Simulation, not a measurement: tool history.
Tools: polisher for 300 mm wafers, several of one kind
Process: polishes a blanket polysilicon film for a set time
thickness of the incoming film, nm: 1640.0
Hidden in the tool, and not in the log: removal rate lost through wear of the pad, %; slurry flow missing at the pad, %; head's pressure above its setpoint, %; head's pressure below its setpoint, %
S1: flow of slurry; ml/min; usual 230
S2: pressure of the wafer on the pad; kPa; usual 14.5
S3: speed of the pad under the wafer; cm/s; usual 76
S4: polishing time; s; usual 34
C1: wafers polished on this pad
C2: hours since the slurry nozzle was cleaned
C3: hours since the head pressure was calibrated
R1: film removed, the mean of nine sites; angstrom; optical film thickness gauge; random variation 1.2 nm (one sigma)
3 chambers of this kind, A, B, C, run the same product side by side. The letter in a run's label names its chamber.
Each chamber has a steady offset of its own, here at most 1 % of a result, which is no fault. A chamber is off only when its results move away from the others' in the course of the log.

| run | hour | S1 | S2 | S3 | S4 | C1 | C2 | C3 | R1 |
|---|---|---|---|---|---|---|---|---|---|
| 1A | 7.3 | 230 | 14.5 | 76 | 34 | 491 | 32.5 | 170.3 | 1833.1 |
|  | 9.4 | chamber C: worn pad replaced by a new one |
| 2C | 16.9 | 230 | 14.5 | 76 | 34 | 119 | 92.7 | 538.4 | 1818.0 |
|  | 22.5 | chamber A: worn pad replaced by a new one |
|  | 23.4 | chamber B: worn pad replaced by a new one |
| 3B | 27.6 | 230 | 14.5 | 76 | 34 | 67 | 247.2 | 801.7 | 1828.7 |
| 4A | 37.7 | 230 | 14.5 | 76 | 34 | 241 | 62.9 | 200.7 | 1812.4 |
| 5B | 45.3 | 230 | 14.5 | 76 | 34 | 347 | 264.9 | 819.4 | 1822.0 |
| 6C | 54.2 | 300 | 14.5 | 76 | 34 | 710 | 130.0 | 575.7 | 1862.1 |
| 7B | 60.1 | 300 | 14.5 | 76 | 34 | 582 | 279.7 | 834.2 | 1892.6 |
|  | 63.7 | chamber B: head pressure recalibrated |
|  | 66.4 | chamber A: worn pad replaced by a new one |
| 8C | 68.7 | 300 | 14.5 | 76 | 34 | 940 | 144.5 | 590.2 | 1843.7 |
|  | 70.3 | chamber B: worn pad replaced by a new one |
| 9A | 79.3 | 230 | 14.5 | 76 | 34 | 204 | 104.5 | 242.3 | 1841.7 |
| 10B | 85.6 | 230 | 14.5 | 76 | 34 | 242 | 305.2 | 22.0 | 1823.1 |
| 11A | 95.5 | 230 | 14.5 | 76 | 34 | 460 | 120.7 | 258.5 | 1820.0 |
| 12C | 103.7 | 230 | 14.5 | 76 | 34 | 1494 | 179.5 | 625.2 | 1829.3 |
|  | 107.8 | chamber C: worn pad replaced by a new one |
|  | 108.3 | chamber B: worn pad replaced by a new one |
|  | 111.5 | chamber A: worn pad replaced by a new one |
| 13B | 112.4 | 230 | 14.5 | 76 | 34 | 65 | 332.0 | 48.8 | 1839.9 |
|  | 112.9 | chamber C: head pressure recalibrated |
| 14A | 122.4 | 230 | 14.5 | 76 | 34 | 173 | 147.6 | 285.4 | 1836.3 |
| 15C | 134.3 | 230 | 14.5 | 76 | 34 | 420 | 210.1 | 21.4 | 1749.9 |
| 16C | 144.9 | 230 | 14.5 | 76 | 34 | 588 | 220.7 | 32.0 | 1722.1 |
|  | 146.8 | chamber B: worn pad replaced by a new one |
| 17A | 151.1 | 230 | 14.5 | 76 | 34 | 627 | 176.3 | 314.1 | 1814.8 |
|  | 153.6 | chamber A: worn pad replaced by a new one |
| 18B | 157.6 | 230 | 14.5 | 76 | 34 | 171 | 377.2 | 94.0 | 1828.5 |
| 19B | 164.7 | 230 | 14.5 | 76 | 34 | 283 | 384.3 | 101.1 | 1844.8 |
| 20A | 176.8 | 230 | 14.5 | 76 | 30 | 368 | 202.0 | 339.8 | 1616.4 |
| 21C | 189.2 | 230 | 14.5 | 76 | 30 | 1290 | 265.0 | 76.3 | 1518.1 |
|  | 190.6 | chamber A: worn pad replaced by a new one |
|  | 191.4 | chamber B: worn pad replaced by a new one |
| 22B | 198.3 | 230 | 14.5 | 76 | 30 | 110 | 417.9 | 134.7 | 1599.4 |
|  | 203.7 | chamber C: worn pad replaced by a new one |
| 23C | 204.1 | 230 | 14.5 | 76 | 34 | 6 | 279.9 | 91.2 | 1720.3 |
|  | 204.8 | chamber A: slurry nozzle cleaned |
| 24A | 216.1 | 230 | 11.7 | 76 | 34 | 405 | 11.3 | 379.1 | 1478.1 |

All 3 chambers run these settings next. Forecast each chamber's results:
| 25A | 225.1 | 230 | 14.5 | 76 | 34 |  |  |  | ? |
| 25B | 225.1 | 230 | 14.5 | 76 | 34 |  |  |  | ? |
| 25C | 225.1 | 230 | 14.5 | 76 | 34 |  |  |  | ? |

| run | R1 |
|---|---|
| 25A | 1850.1 |
| 25B | 1837.9 |
| 25C | 1711.5 |
